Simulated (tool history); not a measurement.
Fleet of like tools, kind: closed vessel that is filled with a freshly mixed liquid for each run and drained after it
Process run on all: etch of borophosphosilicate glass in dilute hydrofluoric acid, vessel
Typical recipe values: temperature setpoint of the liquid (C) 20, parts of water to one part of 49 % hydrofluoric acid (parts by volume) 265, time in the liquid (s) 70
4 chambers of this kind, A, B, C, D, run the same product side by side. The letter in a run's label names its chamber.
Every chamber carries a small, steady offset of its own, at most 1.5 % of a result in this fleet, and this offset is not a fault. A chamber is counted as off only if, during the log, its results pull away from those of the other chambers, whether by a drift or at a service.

| run | hour | temperature setpoint of the liquid (C) | parts of water to one part of 49 % hydrofluoric acid (parts by volume) | time in the liquid (s) | read-back film thickness of the borophosphosilicate glass reference wafer, read on the same gauge (nm) | thickness taken off the borophosphosilicate glass on a monitor wafer (Å) |
|---|---|---|---|---|---|---|
| 1D | 4.8 | 20 | 265 | 70 | 40.001 | 71.619 |
| 2B | 10.8 | 20 | 265 | 70 | 39.994 | 72.056 |
| 3C | 18.1 | 20 | 265 | 70 | 40.011 | 69.524 |
| 4A | 22.5 | 20 | 265 | 70 | 40.009 | 69.744 |
| 5B | 27.4 | 20 | 265 | 70 | 39.996 | 70.654 |
| 6A | 31.7 | 17 | 265 | 90 | 40.002 | 80.751 |
| 7D | 36.1 | 17 | 265 | 90 | 39.994 | 79.424 |
| 8C | 42.8 | 17 | 265 | 90 | 39.985 | 81.09 |
| 9B | 49.9 | 17 | 265 | 90 | 39.983 | 81.497 |
| 10D | 56.1 | 20 | 355 | 70 | 39.993 | 47.504 |
| 11C | 61.4 | 20 | 355 | 70 | 40 | 47.83 |
| 12A | 66.4 | 20 | 355 | 70 | 40.01 | 49.263 |
| 13D | 75.1 | 20 | 355 | 70 | 40.001 | 46.723 |
| 14C | 83.7 | 20 | 265 | 85 | 39.95 | 85.119 |
| 15A | 89.9 | 20 | 265 | 85 | 40.015 | 85.063 |
| 16B | 95.1 | 20 | 265 | 85 | 40.022 | 86.206 |
| 17D | 100.6 | 20 | 265 | 85 | 40.001 | 80.864 |
| 18A | 104.7 | 20 | 265 | 70 | 39.972 | 70.153 |
| 19C | 113.3 | 20 | 265 | 70 | 40 | 69.749 |
| 20B | 120.8 | 20 | 265 | 70 | 40.024 | 70.193 |
| 21B | 124.8 | 20 | 265 | 70 | 40.004 | 71.891 |
| 22A | 131 | 20 | 265 | 70 | 39.996 | 70.117 |
| 23C | 137.7 | 20 | 265 | 70 | 40.03 | 70.111 |
| 24D | 145.1 | 20 | 265 | 70 | 39.997 | 65.395 |
| 25A | 150.9 | 20 | 265 | 70 | 40.015 | 69.229 |
| 26B | 159.2 | 20 | 265 | 70 | 40 | 70.406 |
| 27C | 166.7 | 20 | 265 | 70 | 39.983 | 69.305 |
| 28D | 174.2 | 20 | 180 | 70 | 39.973 | 102.99 |

Which is it: a chamber that has drifted or been left off by a service, a gauge drift common to all chambers, or only each chamber's usual small offset? If a chamber is off, name it and its likeliest cause.

It is chamber D that slowly wanders off from its peers.
Likeliest cause: hydrofluoric acid flow below the setpoint (%) = 7.21.
The log may not separate it from: liquid colder than its thermometer reads (K).

Here are 4 candidates for chamber D's next run, each the usual settings with a change, their results left as question marks. Which one brings its results back in line with what the others give on the usual settings?
In line means no further than this from the other chambers' mean on the usual settings: thickness taken off the borophosphosilicate glass on a monitor wafer (Å) 2.3
| 29D-1 | 180.5 | 20 | 285 | 65 |  | ? |
| 29D-2 | 180.5 | 20 | 245 | 75 |  | ? |
| 29D-3 | 180.5 | 20 | 245 | 70 |  | ? |
| 29D-4 | 180.5 | 17.5 | 265 | 70 |  | ? |

On the usual settings, the other chambers give on average: thickness taken off the borophosphosilicate glass on a monitor wafer (Å) 70.55
| run | thickness taken off the borophosphosilicate glass on a monitor wafer (Å) |
|---|---|
| 29D-1 | 54.41 |
| 29D-2 | 75.736 |
| 29D-3 | 70.687 |
| 29D-4 | 58.535 |
The right change is 29D-3: it brings the chamber back within the allowed miss of the others.
